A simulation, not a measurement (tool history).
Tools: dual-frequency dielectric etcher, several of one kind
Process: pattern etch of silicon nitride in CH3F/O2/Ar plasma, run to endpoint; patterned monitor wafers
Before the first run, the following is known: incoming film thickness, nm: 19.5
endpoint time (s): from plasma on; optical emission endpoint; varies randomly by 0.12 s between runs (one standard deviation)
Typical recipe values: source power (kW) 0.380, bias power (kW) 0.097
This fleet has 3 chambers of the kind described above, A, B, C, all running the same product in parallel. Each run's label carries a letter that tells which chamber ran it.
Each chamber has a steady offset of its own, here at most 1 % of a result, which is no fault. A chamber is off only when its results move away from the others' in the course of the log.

run,hour,source power (kW),bias power (kW),hours since the last wet clean,hours since the last source power generator calibration,hours since the last bias power generator calibration,endpoint time (s)
1A,5.1,0.380,0.097,284.9,1807.9,1349.9,25.563
2B,9.2,0.380,0.097,256.4,981.7,2330.3,25.684
3C,14.0,0.380,0.097,371.1,206.6,1445.6,26.010
4C,17.0,0.380,0.097,374.1,209.6,1448.6,25.843
5B,20.5,0.380,0.097,267.7,993.0,2341.6,25.758
6A,23.2,0.300,0.081,303.0,1826.0,1368.0,29.887
7C,26.4,0.300,0.081,383.5,219.0,1458.0,30.410
8A,30.6,0.300,0.081,310.4,1833.4,1375.4,29.815
9B,35.2,0.380,0.097,282.4,1007.7,2356.3,25.909
10B,40.4,0.330,0.088,287.6,1012.9,2361.5,28.173
11C,43.1,0.330,0.088,400.2,235.7,1474.7,28.381
12A,48.5,0.330,0.088,328.3,1851.3,1393.3,27.789
13B,51.3,0.380,0.097,298.5,1023.8,2372.4,25.909
14C,55.6,0.380,0.097,412.7,248.2,1487.2,25.748
15A,58.3,0.380,0.097,338.1,1861.1,1403.1,25.686
16A,61.1,0.380,0.097,340.9,1863.9,1405.9,25.779
# hour 65.8: chamber B: bias power generator calibrated
17B,66.0,0.380,0.097,313.2,1038.5,0.2,25.636
18C,70.2,0.380,0.097,427.3,262.8,1501.8,25.595
19B,74.1,0.380,0.097,321.3,1046.6,8.3,25.796
20C,77.1,0.380,0.097,434.2,269.7,1508.7,25.539
21A,79.9,0.380,0.097,359.7,1882.7,1424.7,25.438
22C,82.3,0.380,0.097,439.4,274.9,1513.9,25.546
23A,87.7,0.330,0.108,367.5,1890.5,1432.5,25.803
# hour 92.3: chamber A: wet clean of the chamber
24B,93.0,0.330,0.108,340.2,1065.5,27.2,26.039
25B,96.7,0.330,0.108,343.9,1069.2,30.9,26.116
26A,99.6,0.460,0.117,7.4,1902.4,1444.4,22.252
27C,102.0,0.460,0.117,459.1,294.6,1533.6,22.090
28C,105.1,0.460,0.117,462.2,297.7,1536.7,22.084
29B,108.3,0.380,0.097,355.5,1080.8,42.5,25.977
30A,113.5,0.380,0.097,21.3,1916.3,1458.3,25.583
31B,118.5,0.380,0.097,365.7,1091.0,52.7,25.779
32A,122.4,0.380,0.097,30.2,1925.2,1467.2,25.695
33C,126.7,0.380,0.097,483.8,319.3,1558.3,25.369
34B,131.7,0.300,0.097,378.9,1104.2,65.9,28.007
35A,136.6,0.300,0.097,44.4,1939.4,1481.4,27.967
36C,140.3,0.300,0.097,497.4,332.9,1571.9,27.455
37A,145.4,0.380,0.097,53.2,1948.2,1490.2,25.584
38C,149.9,0.380,0.097,507.0,342.5,1581.5,24.987
39B,153.5,0.380,0.097,400.7,1126.0,87.7,26.026
40C,158.7,0.380,0.097,515.8,351.3,1590.3,25.073

For the next run the whole fleet of 3 chambers uses the same settings. Give each chamber's results:
41A,162.8,0.380,0.097,,,,?
41B,162.8,0.380,0.097,,,,?
41C,162.8,0.380,0.097,,,,?

run,endpoint time (s)
41A,25.610
41B,25.744
41C,25.207
